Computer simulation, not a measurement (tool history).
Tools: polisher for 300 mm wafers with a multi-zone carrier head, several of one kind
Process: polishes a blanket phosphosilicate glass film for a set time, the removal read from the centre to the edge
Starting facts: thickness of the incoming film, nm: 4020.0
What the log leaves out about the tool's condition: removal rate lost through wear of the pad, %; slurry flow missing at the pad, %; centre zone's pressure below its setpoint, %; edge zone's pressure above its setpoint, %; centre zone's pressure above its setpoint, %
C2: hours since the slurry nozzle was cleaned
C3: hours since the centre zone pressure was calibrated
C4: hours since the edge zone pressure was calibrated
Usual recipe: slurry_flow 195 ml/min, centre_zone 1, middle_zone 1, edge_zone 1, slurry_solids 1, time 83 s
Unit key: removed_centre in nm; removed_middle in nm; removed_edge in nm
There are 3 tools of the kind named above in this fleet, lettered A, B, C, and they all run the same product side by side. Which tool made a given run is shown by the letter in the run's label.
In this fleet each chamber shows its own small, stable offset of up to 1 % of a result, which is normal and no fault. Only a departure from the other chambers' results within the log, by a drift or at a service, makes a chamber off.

{"run": "1C", "day": 0.283, "slurry_flow": 195, "centre_zone": 1, "middle_zone": 1, "edge_zone": 1, "slurry_solids": 1, "time": 83, "wafers polished on this pad": 768, "C2": 236.6, "C3": 991.5, "C4": 84.3, "removed_centre": 821.5, "removed_middle": 836.76, "removed_edge": 829.72}
{"run": "2A", "day": 0.462, "slurry_flow": 195, "centre_zone": 1, "middle_zone": 1, "edge_zone": 1, "slurry_solids": 1, "time": 83, "wafers polished on this pad": 694, "C2": 102.2, "C3": 324.9, "C4": 179.2, "removed_centre": 821.57, "removed_middle": 843.88, "removed_edge": 841.88}
{"run": "3B", "day": 0.692, "slurry_flow": 195, "centre_zone": 1, "middle_zone": 1, "edge_zone": 1, "slurry_solids": 1, "time": 83, "wafers polished on this pad": 629, "C2": 94.7, "C3": 315.6, "C4": 818.6, "removed_centre": 834.89, "removed_middle": 838.92, "removed_edge": 830.47}
{"day": 0.771, "done": "chamber B: worn pad replaced by a new one"}
{"run": "4B", "day": 1.088, "slurry_flow": 195, "centre_zone": 1, "middle_zone": 1, "edge_zone": 1, "slurry_solids": 1, "time": 83, "wafers polished on this pad": 87, "C2": 104.2, "C3": 325.1, "C4": 828.1, "removed_centre": 844.86, "removed_middle": 834.34, "removed_edge": 844.44}
{"day": 1.242, "done": "chamber A: worn pad replaced by a new one"}
{"run": "5A", "day": 1.367, "slurry_flow": 195, "centre_zone": 1, "middle_zone": 1, "edge_zone": 1, "slurry_solids": 1, "time": 83, "wafers polished on this pad": 35, "C2": 123.9, "C3": 346.6, "C4": 200.9, "removed_centre": 830.02, "removed_middle": 833.82, "removed_edge": 853.19}
{"day": 1.533, "done": "chamber C: slurry nozzle cleaned"}
{"run": "6C", "day": 1.575, "slurry_flow": 195, "centre_zone": 1, "middle_zone": 1.04, "edge_zone": 1, "slurry_solids": 0.75, "time": 83, "wafers polished on this pad": 1124, "C2": 1, "C3": 1022.5, "C4": 115.3, "removed_centre": 725.72, "removed_middle": 755.17, "removed_edge": 719.61}
{"run": "7C", "day": 1.796, "slurry_flow": 195, "centre_zone": 1, "middle_zone": 1.04, "edge_zone": 1, "slurry_solids": 0.75, "time": 83, "wafers polished on this pad": 1184, "C2": 6.3, "C3": 1027.8, "C4": 120.6, "removed_centre": 709.88, "removed_middle": 753.03, "removed_edge": 728.29}
{"run": "8A", "day": 2.062, "slurry_flow": 195, "centre_zone": 1, "middle_zone": 1.04, "edge_zone": 1, "slurry_solids": 0.75, "time": 83, "wafers polished on this pad": 226, "C2": 140.6, "C3": 363.3, "C4": 217.6, "removed_centre": 723.4, "removed_middle": 749.73, "removed_edge": 730.28}
{"run": "9B", "day": 2.417, "slurry_flow": 195, "centre_zone": 1, "middle_zone": 1, "edge_zone": 1, "slurry_solids": 1, "time": 83, "wafers polished on this pad": 453, "C2": 136.1, "C3": 357, "C4": 860, "removed_centre": 829.15, "removed_middle": 833.05, "removed_edge": 835.85}
{"day": 2.588, "done": "chamber C: worn pad replaced by a new one"}
{"run": "10B", "day": 2.788, "slurry_flow": 195, "centre_zone": 1, "middle_zone": 1, "edge_zone": 1, "slurry_solids": 1, "time": 83, "wafers polished on this pad": 555, "C2": 145, "C3": 365.9, "C4": 868.9, "removed_centre": 833.4, "removed_middle": 838.3, "removed_edge": 850.77}
{"day": 2.85, "done": "chamber B: worn pad replaced by a new one"}
{"run": "11C", "day": 2.983, "slurry_flow": 195, "centre_zone": 1, "middle_zone": 1, "edge_zone": 1, "slurry_solids": 1, "time": 83, "wafers polished on this pad": 109, "C2": 34.8, "C3": 1056.3, "C4": 149.1, "removed_centre": 831.05, "removed_middle": 836.59, "removed_edge": 848.34}
{"run": "12A", "day": 3.379, "slurry_flow": 195, "centre_zone": 1, "middle_zone": 1, "edge_zone": 1, "slurry_solids": 1, "time": 83, "wafers polished on this pad": 588, "C2": 172.2, "C3": 394.9, "C4": 249.2, "removed_centre": 834.15, "removed_middle": 844.66, "removed_edge": 841.22}
{"run": "13B", "day": 3.621, "slurry_flow": 195, "centre_zone": 1, "middle_zone": 1, "edge_zone": 1, "slurry_solids": 1, "time": 83, "wafers polished on this pad": 212, "C2": 165, "C3": 385.9, "C4": 888.9, "removed_centre": 826.51, "removed_middle": 844.91, "removed_edge": 852.55}
{"run": "14C", "day": 3.825, "slurry_flow": 195, "centre_zone": 1, "middle_zone": 1, "edge_zone": 1, "slurry_solids": 1, "time": 83, "wafers polished on this pad": 340, "C2": 55, "C3": 1076.5, "C4": 169.3, "removed_centre": 821.42, "removed_middle": 835.3, "removed_edge": 839.18}
{"run": "15A", "day": 4.117, "slurry_flow": 195, "centre_zone": 1, "middle_zone": 1, "edge_zone": 1, "slurry_solids": 1, "time": 83, "wafers polished on this pad": 791, "C2": 189.9, "C3": 412.6, "C4": 266.9, "removed_centre": 838.59, "removed_middle": 837.52, "removed_edge": 834.43}
{"run": "16A", "day": 4.308, "slurry_flow": 195, "centre_zone": 1, "middle_zone": 1, "edge_zone": 1, "slurry_solids": 1, "time": 83, "wafers polished on this pad": 843, "C2": 194.5, "C3": 417.2, "C4": 271.5, "removed_centre": 823.64, "removed_middle": 836.87, "removed_edge": 851.59}
{"day": 4.412, "done": "chamber A: worn pad replaced by a new one"}
{"run": "17B", "day": 4.662, "slurry_flow": 195, "centre_zone": 1, "middle_zone": 1, "edge_zone": 1, "slurry_solids": 1, "time": 83, "wafers polished on this pad": 498, "C2": 190, "C3": 410.9, "C4": 913.9, "removed_centre": 816.21, "removed_middle": 826.6, "removed_edge": 836.68}
{"day": 4.867, "done": "chamber B: worn pad replaced by a new one"}
{"run": "18C", "day": 4.975, "slurry_flow": 195, "centre_zone": 1, "middle_zone": 1, "edge_zone": 0.91, "slurry_solids": 1, "time": 83, "wafers polished on this pad": 657, "C2": 82.6, "C3": 1104.1, "C4": 196.9, "removed_centre": 833.53, "removed_middle": 829.01, "removed_edge": 799.34}
{"run": "19B", "day": 5.338, "slurry_flow": 195, "centre_zone": 1, "middle_zone": 1, "edge_zone": 0.91, "slurry_solids": 1, "time": 83, "wafers polished on this pad": 130, "C2": 206.2, "C3": 427.1, "C4": 930.1, "removed_centre": 789.81, "removed_middle": 845.85, "removed_edge": 814.97}
{"run": "20C", "day": 5.571, "slurry_flow": 195, "centre_zone": 1, "middle_zone": 1, "edge_zone": 0.91, "slurry_solids": 1, "time": 83, "wafers polished on this pad": 820, "C2": 96.9, "C3": 1118.4, "C4": 211.2, "removed_centre": 843.14, "removed_middle": 836.75, "removed_edge": 800.8}
{"day": 5.654, "done": "chamber A: slurry nozzle cleaned"}
{"run": "21A", "day": 5.796, "slurry_flow": 195, "centre_zone": 1, "middle_zone": 1, "edge_zone": 1, "slurry_solids": 1, "time": 83, "wafers polished on this pad": 380, "C2": 3.4, "C3": 452.9, "C4": 307.2, "removed_centre": 822.36, "removed_middle": 844.37, "removed_edge": 846.6}
{"run": "22A", "day": 6.196, "slurry_flow": 195, "centre_zone": 1, "middle_zone": 1, "edge_zone": 1, "slurry_solids": 1, "time": 83, "wafers polished on this pad": 490, "C2": 13, "C3": 462.5, "C4": 316.8, "removed_centre": 832.8, "removed_middle": 846.58, "removed_edge": 842.22}
{"run": "23B", "day": 6.388, "slurry_flow": 195, "centre_zone": 1, "middle_zone": 1, "edge_zone": 1, "slurry_solids": 1, "time": 83, "wafers polished on this pad": 418, "C2": 231.4, "C3": 452.3, "C4": 955.3, "removed_centre": 797.47, "removed_middle": 825.85, "removed_edge": 840.68}
{"run": "24C", "day": 6.592, "slurry_flow": 195, "centre_zone": 1, "middle_zone": 1, "edge_zone": 1, "slurry_solids": 1, "time": 83, "wafers polished on this pad": 1101, "C2": 121.4, "C3": 1142.9, "C4": 235.7, "removed_centre": 825.23, "removed_middle": 830.13, "removed_edge": 827.25}
{"run": "25B", "day": 6.775, "slurry_flow": 195, "centre_zone": 1, "middle_zone": 1, "edge_zone": 1, "slurry_solids": 1.2, "time": 83, "wafers polished on this pad": 525, "C2": 240.7, "C3": 461.6, "C4": 964.6, "removed_centre": 853.3, "removed_middle": 903.28, "removed_edge": 913.53}
{"run": "26C", "day": 7.038, "slurry_flow": 195, "centre_zone": 1, "middle_zone": 1, "edge_zone": 1, "slurry_solids": 1.2, "time": 83, "wafers polished on this pad": 1224, "C2": 132.1, "C3": 1153.6, "C4": 246.4, "removed_centre": 894, "removed_middle": 897.31, "removed_edge": 907.21}
{"day": 7.196, "done": "chamber B: worn pad replaced by a new one"}
{"day": 7.229, "done": "chamber A: worn pad replaced by a new one"}
{"run": "27A", "day": 7.317, "slurry_flow": 195, "centre_zone": 1, "middle_zone": 1, "edge_zone": 1, "slurry_solids": 1.2, "time": 83, "wafers polished on this pad": 25, "C2": 39.9, "C3": 489.4, "C4": 343.7, "removed_centre": 883.96, "removed_middle": 905.51, "removed_edge": 907.84}
{"day": 7.338, "done": "chamber C: centre zone pressure recalibrated"}
{"day": 7.583, "done": "chamber C: worn pad replaced by a new one"}
{"run": "28A", "day": 7.65, "slurry_flow": 195, "centre_zone": 1, "middle_zone": 1, "edge_zone": 1, "slurry_solids": 1, "time": 83, "wafers polished on this pad": 116, "C2": 47.9, "C3": 497.4, "C4": 351.7, "removed_centre": 818.11, "removed_middle": 848.63, "removed_edge": 841.85}
{"run": "29B", "day": 7.85, "slurry_flow": 195, "centre_zone": 1, "middle_zone": 1, "edge_zone": 1, "slurry_solids": 1, "time": 83, "wafers polished on this pad": 180, "C2": 266.5, "C3": 487.4, "C4": 990.4, "removed_centre": 766.13, "removed_middle": 844.6, "removed_edge": 828.54}
{"run": "30C", "day": 8.225, "slurry_flow": 195, "centre_zone": 1, "middle_zone": 1, "edge_zone": 1, "slurry_solids": 1.1, "time": 83, "wafers polished on this pad": 177, "C2": 160.6, "C3": 21.3, "C4": 274.9, "removed_centre": 847.64, "removed_middle": 868.73, "removed_edge": 872.38}
{"run": "31B", "day": 8.533, "slurry_flow": 195, "centre_zone": 1, "middle_zone": 1, "edge_zone": 1, "slurry_solids": 1.1, "time": 83, "wafers polished on this pad": 368, "C2": 282.9, "C3": 503.8, "C4": 1006.8, "removed_centre": 790.41, "removed_middle": 872.83, "removed_edge": 873.83}
{"run": "32C", "day": 8.825, "slurry_flow": 195, "centre_zone": 1, "middle_zone": 1, "edge_zone": 1, "slurry_solids": 1.1, "time": 83, "wafers polished on this pad": 342, "C2": 175, "C3": 35.7, "C4": 289.3, "removed_centre": 866.21, "removed_middle": 864.24, "removed_edge": 878.15}
{"run": "33A", "day": 9.204, "slurry_flow": 195, "centre_zone": 1, "middle_zone": 1, "edge_zone": 1, "slurry_solids": 1, "time": 83, "wafers polished on this pad": 544, "C2": 85.2, "C3": 534.7, "C4": 389, "removed_centre": 829.2, "removed_middle": 830.99, "removed_edge": 856.4}
{"run": "34B", "day": 9.517, "slurry_flow": 195, "centre_zone": 1, "middle_zone": 1, "edge_zone": 1, "slurry_solids": 1, "time": 83, "wafers polished on this pad": 639, "C2": 306.5, "C3": 527.4, "C4": 1030.4, "removed_centre": 758.85, "removed_middle": 840.91, "removed_edge": 833.71}
{"day": 9.533, "done": "chamber B: worn pad replaced by a new one"}
{"run": "35C", "day": 9.742, "slurry_flow": 195, "centre_zone": 1, "middle_zone": 1, "edge_zone": 1, "slurry_solids": 1, "time": 83, "wafers polished on this pad": 594, "C2": 197, "C3": 57.7, "C4": 311.3, "removed_centre": 827.84, "removed_middle": 835.21, "removed_edge": 834.5}
{"run": "36A", "day": 10.133, "slurry_flow": 195, "centre_zone": 1, "middle_zone": 1, "edge_zone": 1, "slurry_solids": 1, "time": 83, "wafers polished on this pad": 799, "C2": 107.5, "C3": 557, "C4": 411.3, "removed_centre": 827.05, "removed_middle": 838.09, "removed_edge": 831.19}
{"run": "37B", "day": 10.308, "slurry_flow": 195, "centre_zone": 0.96, "middle_zone": 1, "edge_zone": 1, "slurry_solids": 1.2, "time": 83, "wafers polished on this pad": 213, "C2": 325.5, "C3": 546.4, "C4": 1049.4, "removed_centre": 757.25, "removed_middle": 919.99, "removed_edge": 905.25}
{"day": 10.479, "done": "chamber A: worn pad replaced by a new one"}
{"run": "38A", "day": 10.617, "slurry_flow": 195, "centre_zone": 0.96, "middle_zone": 1, "edge_zone": 1, "slurry_solids": 1.2, "time": 83, "wafers polished on this pad": 38, "C2": 119.1, "C3": 568.6, "C4": 422.9, "removed_centre": 855.53, "removed_middle": 900.56, "removed_edge": 912.4}

The same settings go to every chamber for the next run, one line per chamber below. Forecast the results for each:
{"run": "39A", "day": 10.904, "slurry_flow": 195, "centre_zone": 1, "middle_zone": 1, "edge_zone": 1, "slurry_solids": 1, "time": 83, "removed_centre": "?", "removed_middle": "?", "removed_edge": "?"}
{"run": "39B", "day": 10.904, "slurry_flow": 195, "centre_zone": 1, "middle_zone": 1, "edge_zone": 1, "slurry_solids": 1, "time": 83, "removed_centre": "?", "removed_middle": "?", "removed_edge": "?"}
{"run": "39C", "day": 10.904, "slurry_flow": 195, "centre_zone": 1, "middle_zone": 1, "edge_zone": 1, "slurry_solids": 1, "time": 83, "removed_centre": "?", "removed_middle": "?", "removed_edge": "?"}

run=39A removed_centre=827.28 removed_middle=844.68 removed_edge=834.99
run=39B removed_centre=732.38 removed_middle=822.31 removed_edge=845.8
run=39C removed_centre=829.06 removed_middle=831.23 removed_edge=845.55

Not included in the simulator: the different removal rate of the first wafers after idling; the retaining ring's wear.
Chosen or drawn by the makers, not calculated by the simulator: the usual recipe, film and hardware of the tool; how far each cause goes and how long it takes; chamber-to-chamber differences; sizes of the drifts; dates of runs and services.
